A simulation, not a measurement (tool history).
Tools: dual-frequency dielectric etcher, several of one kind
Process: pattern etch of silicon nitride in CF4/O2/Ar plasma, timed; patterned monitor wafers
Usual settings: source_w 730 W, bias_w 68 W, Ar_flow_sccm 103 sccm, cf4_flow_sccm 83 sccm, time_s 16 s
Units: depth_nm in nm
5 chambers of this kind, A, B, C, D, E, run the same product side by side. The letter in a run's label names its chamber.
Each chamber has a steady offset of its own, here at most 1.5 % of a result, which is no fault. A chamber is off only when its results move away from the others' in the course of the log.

run,day,source_w,bias_w,Ar_flow_sccm,cf4_flow_sccm,time_s,"read-back reference wafer on the same gauge, depth_nm",depth_nm
1D,0.292,730,68,103,83,16,38.694,46.185
2E,0.742,730,68,103,83,16,38.694,46.201
3C,1.075,730,68,103,83,16,38.681,45.966
4B,1.446,730,68,103,83,16,38.69,45.888
5A,1.808,730,68,103,83,16,38.677,45.541
6D,2.179,730,82,103,83,16,38.675,49.731
7C,2.529,730,82,103,83,16,38.665,49.799
8B,2.858,730,82,103,83,16,38.673,49.41
9A,3.192,730,82,103,83,16,38.658,49.05
10E,3.6,730,82,103,83,16,38.657,49.768
11A,4.004,730,68,103,83,16,38.657,45.515
12D,4.296,730,68,103,83,16,38.652,46.138
13B,4.804,730,68,103,83,16,38.647,45.894
14E,5.208,730,68,103,83,16,38.634,46.114
15C,5.733,730,68,103,83,16,38.644,46.05
16A,6.233,730,68,103,83,16,38.635,45.537
17D,6.654,860,68,103,83,16,38.632,53.067
# day 6.738: chamber E: wet clean of the chamber
# day 6.812: chamber D: wet clean of the chamber
# day 6.821: chamber C: wet clean of the chamber
18C,6.942,860,68,103,83,16,38.607,52.948
19E,7.212,860,68,103,83,16,38.618,53.185
20B,7.546,860,68,103,83,16,38.616,52.776
21C,7.85,860,68,103,83,16,38.61,52.899
22E,8.246,730,68,103,83,16,38.605,46.179
23D,8.504,730,68,103,83,16,38.603,46.034
24A,8.938,730,68,103,83,16,38.603,45.473
25B,9.296,730,68,103,83,16,38.598,45.803
26C,9.646,730,68,103,83,16,38.594,45.872
27A,9.996,730,68,103,83,16,38.583,45.515
28D,10.379,600,68,103,83,18,38.589,43.715
# day 10.412: chamber D: source power generator calibrated
29E,10.654,600,68,103,83,18,38.582,43.735
30B,11.038,600,68,103,83,18,38.572,43.503
31C,11.3,600,68,103,83,18,38.578,43.652
32B,11.804,600,68,103,83,18,38.566,43.475
# day 11.833: chamber B: wet clean of the chamber
33A,12.317,730,68,103,83,16,38.55,45.432
34D,12.654,730,68,103,83,16,38.554,46.027
35E,12.917,730,68,103,83,16,38.559,46.031
36D,13.3,730,68,103,83,16,38.55,46.033
37E,13.625,730,68,103,102,13,38.553,38.357
38A,13.912,730,68,103,102,13,38.534,37.943
39C,14.304,730,68,103,102,13,38.539,38.236
40B,14.571,730,68,103,102,13,38.546,38.119
41B,14.825,730,68,103,102,13,38.533,38.034
# day 14.971: chamber C: bias power generator calibrated
42A,15.146,730,68,103,83,16,38.535,45.51
43C,15.583,730,58,103,83,18.5,38.517,49.801

All 5 chambers run these settings next. Forecast each chamber's results:
44A,15.958,730,68,103,83,12,,?
44B,15.958,730,68,103,83,12,,?
44C,15.958,730,68,103,83,12,,?
44D,15.958,730,68,103,83,12,,?
44E,15.958,730,68,103,83,12,,?

run,depth_nm
44A,34.062
44B,34.288
44C,34.415
44D,34.463
44E,34.504

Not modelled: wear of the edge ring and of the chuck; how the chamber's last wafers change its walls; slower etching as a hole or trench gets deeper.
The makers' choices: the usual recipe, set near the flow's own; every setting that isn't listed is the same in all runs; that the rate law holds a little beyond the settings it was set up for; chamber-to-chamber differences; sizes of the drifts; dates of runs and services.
